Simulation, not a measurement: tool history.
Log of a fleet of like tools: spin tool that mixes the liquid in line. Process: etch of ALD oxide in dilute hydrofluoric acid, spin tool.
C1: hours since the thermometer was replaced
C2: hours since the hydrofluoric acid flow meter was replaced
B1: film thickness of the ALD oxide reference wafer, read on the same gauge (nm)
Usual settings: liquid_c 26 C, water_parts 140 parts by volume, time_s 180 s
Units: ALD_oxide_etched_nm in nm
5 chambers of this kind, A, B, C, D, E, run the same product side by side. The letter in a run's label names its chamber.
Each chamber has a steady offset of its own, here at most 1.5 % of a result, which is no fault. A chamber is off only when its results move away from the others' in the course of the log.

run 1C hour=3.1 | liquid_c=26 water_parts=140 time_s=180 | C1=129.6 C2=537.3 | B1=50.003 | ALD_oxide_etched_nm=20.167
run 2E hour=7.3 | liquid_c=26 water_parts=140 time_s=180 | C1=1734.5 C2=1500.2 | B1=49.985 | ALD_oxide_etched_nm=20.082
run 3B hour=10.7 | liquid_c=26 water_parts=140 time_s=180 | C1=1383.5 C2=1449.3 | B1=49.985 | ALD_oxide_etched_nm=20.302
run 4A hour=15 | liquid_c=26 water_parts=140 time_s=180 | C1=366.3 C2=400.2 | B1=50.006 | ALD_oxide_etched_nm=20.226
run 5D hour=19 | liquid_c=26 water_parts=140 time_s=180 | C1=1297.1 C2=61.4 | B1=50.038 | ALD_oxide_etched_nm=20.022
run 6B hour=22.1 | liquid_c=26 water_parts=140 time_s=180 | C1=1394.9 C2=1460.7 | B1=50.023 | ALD_oxide_etched_nm=20.235
run 7C hour=25.7 | liquid_c=26 water_parts=140 time_s=180 | C1=152.2 C2=559.9 | B1=49.998 | ALD_oxide_etched_nm=20.174
run 8E hour=30.3 | liquid_c=26 water_parts=140 time_s=180 | C1=1757.5 C2=1523.2 | B1=49.993 | ALD_oxide_etched_nm=20.315
run 9A hour=33.6 | liquid_c=26 water_parts=160 time_s=180 | C1=384.9 C2=418.8 | B1=50.014 | ALD_oxide_etched_nm=17.25
run 10D hour=35.8 | liquid_c=26 water_parts=160 time_s=180 | C1=1313.9 C2=78.2 | B1=49.975 | ALD_oxide_etched_nm=17.13
run 11B hour=38 | liquid_c=26 water_parts=160 time_s=180 | C1=1410.8 C2=1476.6 | B1=50.006 | ALD_oxide_etched_nm=17.227
run 12D hour=42.6 | liquid_c=26 water_parts=160 time_s=180 | C1=1320.7 C2=85 | B1=49.988 | ALD_oxide_etched_nm=17.047
run 13E hour=44.8 | liquid_c=26 water_parts=160 time_s=180 | C1=1772 C2=1537.7 | B1=49.993 | ALD_oxide_etched_nm=17.046
-- hour=45.1 chamber E: thermometer replaced
run 14A hour=47.5 | liquid_c=26 water_parts=140 time_s=180 | C1=398.8 C2=432.7 | B1=50.018 | ALD_oxide_etched_nm=20.392
run 15C hour=49.8 | liquid_c=26 water_parts=140 time_s=180 | C1=176.3 C2=584 | B1=50.018 | ALD_oxide_etched_nm=20.252
run 16E hour=53.2 | liquid_c=21.5 water_parts=140 time_s=180 | C1=8.2 C2=1546.1 | B1=50.018 | ALD_oxide_etched_nm=16.724
run 17C hour=57.6 | liquid_c=21.5 water_parts=140 time_s=180 | C1=184.1 C2=591.8 | B1=49.993 | ALD_oxide_etched_nm=17.029
run 18A hour=61.2 | liquid_c=21.5 water_parts=140 time_s=180 | C1=412.5 C2=446.4 | B1=50.004 | ALD_oxide_etched_nm=17.13
run 19B hour=64.6 | liquid_c=21.5 water_parts=140 time_s=180 | C1=1437.4 C2=1503.2 | B1=50.037 | ALD_oxide_etched_nm=16.942
run 20D hour=68.4 | liquid_c=21.5 water_parts=140 time_s=180 | C1=1346.5 C2=110.8 | B1=50.016 | ALD_oxide_etched_nm=16.632
run 21A hour=72.2 | liquid_c=26 water_parts=140 time_s=180 | C1=423.5 C2=457.4 | B1=49.992 | ALD_oxide_etched_nm=20.596
run 22C hour=75.9 | liquid_c=26 water_parts=140 time_s=145 | C1=202.4 C2=610.1 | B1=50.001 | ALD_oxide_etched_nm=16.037
run 23B hour=80.6 | liquid_c=26 water_parts=140 time_s=145 | C1=1453.4 C2=1519.2 | B1=49.97 | ALD_oxide_etched_nm=16.236
run 24D hour=83.1 | liquid_c=26 water_parts=140 time_s=145 | C1=1361.2 C2=125.5 | B1=49.999 | ALD_oxide_etched_nm=16.058
run 25E hour=86.8 | liquid_c=26 water_parts=140 time_s=145 | C1=41.8 C2=1579.7 | B1=49.98 | ALD_oxide_etched_nm=16.082
run 26C hour=90.1 | liquid_c=26 water_parts=140 time_s=145 | C1=216.6 C2=624.3 | B1=49.96 | ALD_oxide_etched_nm=16.196
run 27A hour=94.9 | liquid_c=26 water_parts=140 time_s=180 | C1=446.2 C2=480.1 | B1=50.032 | ALD_oxide_etched_nm=20.726
run 28E hour=98.1 | liquid_c=26 water_parts=140 time_s=180 | C1=53.1 C2=1591 | B1=50.01 | ALD_oxide_etched_nm=20.062
run 29B hour=102.4 | liquid_c=26 water_parts=140 time_s=180 | C1=1475.2 C2=1541 | B1=50.009 | ALD_oxide_etched_nm=20.384
run 30D hour=105.2 | liquid_c=26 water_parts=140 time_s=180 | C1=1383.3 C2=147.6 | B1=50.017 | ALD_oxide_etched_nm=19.771
run 31E hour=109.1 | liquid_c=26 water_parts=140 time_s=180 | C1=64.1 C2=1602 | B1=49.997 | ALD_oxide_etched_nm=20.142
run 32B hour=113 | liquid_c=26 water_parts=140 time_s=180 | C1=1485.8 C2=1551.6 | B1=50.012 | ALD_oxide_etched_nm=20.061
run 33D hour=117.4 | liquid_c=26 water_parts=140 time_s=180 | C1=1395.5 C2=159.8 | B1=49.988 | ALD_oxide_etched_nm=19.691
run 34A hour=121.5 | liquid_c=26 water_parts=140 time_s=180 | C1=472.8 C2=506.7 | B1=49.979 | ALD_oxide_etched_nm=21.379
run 35C hour=124.5 | liquid_c=24 water_parts=100 time_s=180 | C1=251 C2=658.7 | B1=50.025 | ALD_oxide_etched_nm=27.417

What goes on in this fleet: one chamber off, a drifting gauge, or nothing beyond the chambers' own small offsets? Name the chamber and the cause, if any.

Chamber A drifts away from the others.
Cause: hydrofluoric acid flow above the setpoint (%) = 4.86.
The log may not tell that from: liquid hotter than its thermometer reads (K).

Here are 4 candidates for chamber A's next run, each the usual settings with a change, their results left as question marks. Which one brings its results back in line with what the others give on the usual settings?
In line means no further than this from the other chambers' mean on the usual settings: ALD_oxide_etched_nm 0.44 nm
run 36A-1 hour=128 | liquid_c=26 water_parts=135 time_s=185 | ALD_oxide_etched_nm=?
run 36A-2 hour=128 | liquid_c=26 water_parts=155 time_s=180 | ALD_oxide_etched_nm=?
run 36A-3 hour=128 | liquid_c=26.5 water_parts=140 time_s=200 | ALD_oxide_etched_nm=?
run 36A-4 hour=128 | liquid_c=26 water_parts=140 time_s=170 | ALD_oxide_etched_nm=?

The other chambers' mean on the usual settings: ALD_oxide_etched_nm 20.056 nm
run=36A-1 ALD_oxide_etched_nm=22.87
run=36A-2 ALD_oxide_etched_nm=18.891
run=36A-3 ALD_oxide_etched_nm=24.138
run=36A-4 ALD_oxide_etched_nm=20.133
36A-4 brings the chamber back in line.
